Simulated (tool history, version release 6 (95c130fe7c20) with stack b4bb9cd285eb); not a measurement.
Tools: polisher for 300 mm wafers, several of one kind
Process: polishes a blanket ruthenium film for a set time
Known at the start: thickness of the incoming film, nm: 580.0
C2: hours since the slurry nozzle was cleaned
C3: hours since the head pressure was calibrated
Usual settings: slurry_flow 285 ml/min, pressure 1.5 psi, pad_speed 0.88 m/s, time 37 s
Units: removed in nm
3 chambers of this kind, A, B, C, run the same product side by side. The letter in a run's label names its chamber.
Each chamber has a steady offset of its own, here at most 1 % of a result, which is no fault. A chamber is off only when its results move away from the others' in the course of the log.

{"hour": 1.5, "done": "chamber A: worn pad replaced by a new one"}
{"run": "1A", "hour": 9.6, "slurry_flow": 285, "pressure": 1.5, "pad_speed": 0.88, "time": 37, "wafers polished on this pad": 73, "C2": 458.1, "C3": 697.1, "removed": 23.58}
{"hour": 10.3, "done": "chamber C: head pressure recalibrated"}
{"run": "2C", "hour": 20.5, "slurry_flow": 285, "pressure": 1.5, "pad_speed": 0.88, "time": 37, "wafers polished on this pad": 311, "C2": 209.2, "C3": 10.3, "removed": 23.323}
{"run": "3B", "hour": 29.0, "slurry_flow": 285, "pressure": 1.5, "pad_speed": 0.88, "time": 37, "wafers polished on this pad": 1169, "C2": 196.1, "C3": 1141.2, "removed": 23.157}
{"run": "4C", "hour": 40.2, "slurry_flow": 285, "pressure": 1.5, "pad_speed": 0.88, "time": 37, "wafers polished on this pad": 490, "C2": 228.9, "C3": 30, "removed": 23}
{"run": "5B", "hour": 46.6, "slurry_flow": 285, "pressure": 1.5, "pad_speed": 0.88, "time": 37, "wafers polished on this pad": 1328, "C2": 213.7, "C3": 1158.8, "removed": 23.188}
{"hour": 47.2, "done": "chamber A: head pressure recalibrated"}
{"run": "6A", "hour": 58.1, "slurry_flow": 285, "pressure": 1.5, "pad_speed": 0.88, "time": 37, "wafers polished on this pad": 514, "C2": 506.6, "C3": 10.9, "removed": 23.635}
{"hour": 63.7, "done": "chamber B: worn pad replaced by a new one"}
{"run": "7B", "hour": 65.7, "slurry_flow": 285, "pressure": 1.5, "pad_speed": 0.88, "time": 37, "wafers polished on this pad": 18, "C2": 232.8, "C3": 1177.9, "removed": 23.21}
{"run": "8C", "hour": 72.4, "slurry_flow": 285, "pressure": 1.5, "pad_speed": 0.88, "time": 37, "wafers polished on this pad": 783, "C2": 261.1, "C3": 62.2, "removed": 23.124}
{"run": "9A", "hour": 84.3, "slurry_flow": 285, "pressure": 1.5, "pad_speed": 0.88, "time": 37, "wafers polished on this pad": 752, "C2": 532.8, "C3": 37.1, "removed": 23.612}
{"run": "10B", "hour": 93.0, "slurry_flow": 285, "pressure": 1.5, "pad_speed": 0.88, "time": 37, "wafers polished on this pad": 266, "C2": 260.1, "C3": 1205.2, "removed": 23.169}
{"run": "11A", "hour": 105.3, "slurry_flow": 285, "pressure": 1.5, "pad_speed": 0.88, "time": 37, "wafers polished on this pad": 943, "C2": 553.8, "C3": 58.1, "removed": 23.347}
{"run": "12C", "hour": 112.2, "slurry_flow": 285, "pressure": 1.5, "pad_speed": 0.88, "time": 37, "wafers polished on this pad": 1144, "C2": 300.9, "C3": 102, "removed": 22.79}
{"run": "13B", "hour": 124.4, "slurry_flow": 285, "pressure": 1.5, "pad_speed": 0.88, "time": 37, "wafers polished on this pad": 551, "C2": 291.5, "C3": 1236.6, "removed": 23.245}
{"hour": 125.9, "done": "chamber B: head pressure recalibrated"}
{"run": "14A", "hour": 132.6, "slurry_flow": 285, "pressure": 1.5, "pad_speed": 0.88, "time": 37, "wafers polished on this pad": 1191, "C2": 581.1, "C3": 85.4, "removed": 23.634}
{"run": "15C", "hour": 140.1, "slurry_flow": 285, "pressure": 1.5, "pad_speed": 0.88, "time": 37, "wafers polished on this pad": 1398, "C2": 328.8, "C3": 129.9, "removed": 22.768}
{"run": "16B", "hour": 148.1, "slurry_flow": 285, "pressure": 1.5, "pad_speed": 0.88, "time": 37, "wafers polished on this pad": 767, "C2": 315.2, "C3": 22.2, "removed": 23.206}
{"hour": 158.4, "done": "chamber A: worn pad replaced by a new one"}
{"run": "17C", "hour": 161.2, "slurry_flow": 285, "pressure": 1.5, "pad_speed": 0.88, "time": 37, "wafers polished on this pad": 1589, "C2": 349.9, "C3": 151, "removed": 22.395}
{"run": "18A", "hour": 169.5, "slurry_flow": 285, "pressure": 1.5, "pad_speed": 0.88, "time": 37, "wafers polished on this pad": 101, "C2": 618, "C3": 122.3, "removed": 23.441}
{"run": "19B", "hour": 178.3, "slurry_flow": 285, "pressure": 1.5, "pad_speed": 1, "time": 37, "wafers polished on this pad": 1041, "C2": 345.4, "C3": 52.4, "removed": 26.331}
{"run": "20C", "hour": 190.3, "slurry_flow": 285, "pressure": 1.5, "pad_speed": 1, "time": 37, "wafers polished on this pad": 1854, "C2": 379, "C3": 180.1, "removed": 25.828}
{"run": "21A", "hour": 199.9, "slurry_flow": 285, "pressure": 1.5, "pad_speed": 1, "time": 37, "wafers polished on this pad": 377, "C2": 648.4, "C3": 152.7, "removed": 26.555}
{"run": "22C", "hour": 212.4, "slurry_flow": 285, "pressure": 1.5, "pad_speed": 0.88, "time": 37, "wafers polished on this pad": 2055, "C2": 401.1, "C3": 202.2, "removed": 22.062}

Is one chamber off against the others, does the gauge drift, or is nothing wrong? If a chamber is off, say which, and what the likeliest cause is.

Chamber C drifts away from the others.
Cause: removal rate lost through wear of the pad, % = 5.34.
The log may not tell that from: slurry flow missing at the pad, %; head's pressure below its setpoint, %.

Here are 4 candidates for chamber C's next run, each the usual settings with a change, their results left as question marks. Which one brings its results back in line with what the others give on the usual settings?
In line means no further than this from the other chambers' mean on the usual settings: removed 0.64 nm
{"run": "23C-1", "hour": 222.9, "slurry_flow": 285, "pressure": 1.5, "pad_speed": 0.86, "time": 36, "removed": "?"}
{"run": "23C-2", "hour": 222.9, "slurry_flow": 290, "pressure": 1.5, "pad_speed": 0.98, "time": 37, "removed": "?"}
{"run": "23C-3", "hour": 222.9, "slurry_flow": 285, "pressure": 1.5, "pad_speed": 0.84, "time": 35, "removed": "?"}
{"run": "23C-4", "hour": 222.9, "slurry_flow": 285, "pressure": 1.5, "pad_speed": 0.88, "time": 39, "removed": "?"}

The other chambers' mean on the usual settings: removed 23.353 nm
run=23C-1 removed=20.99
run=23C-2 removed=24.632
run=23C-3 removed=19.931
run=23C-4 removed=23.269
23C-4 brings the chamber back in line.
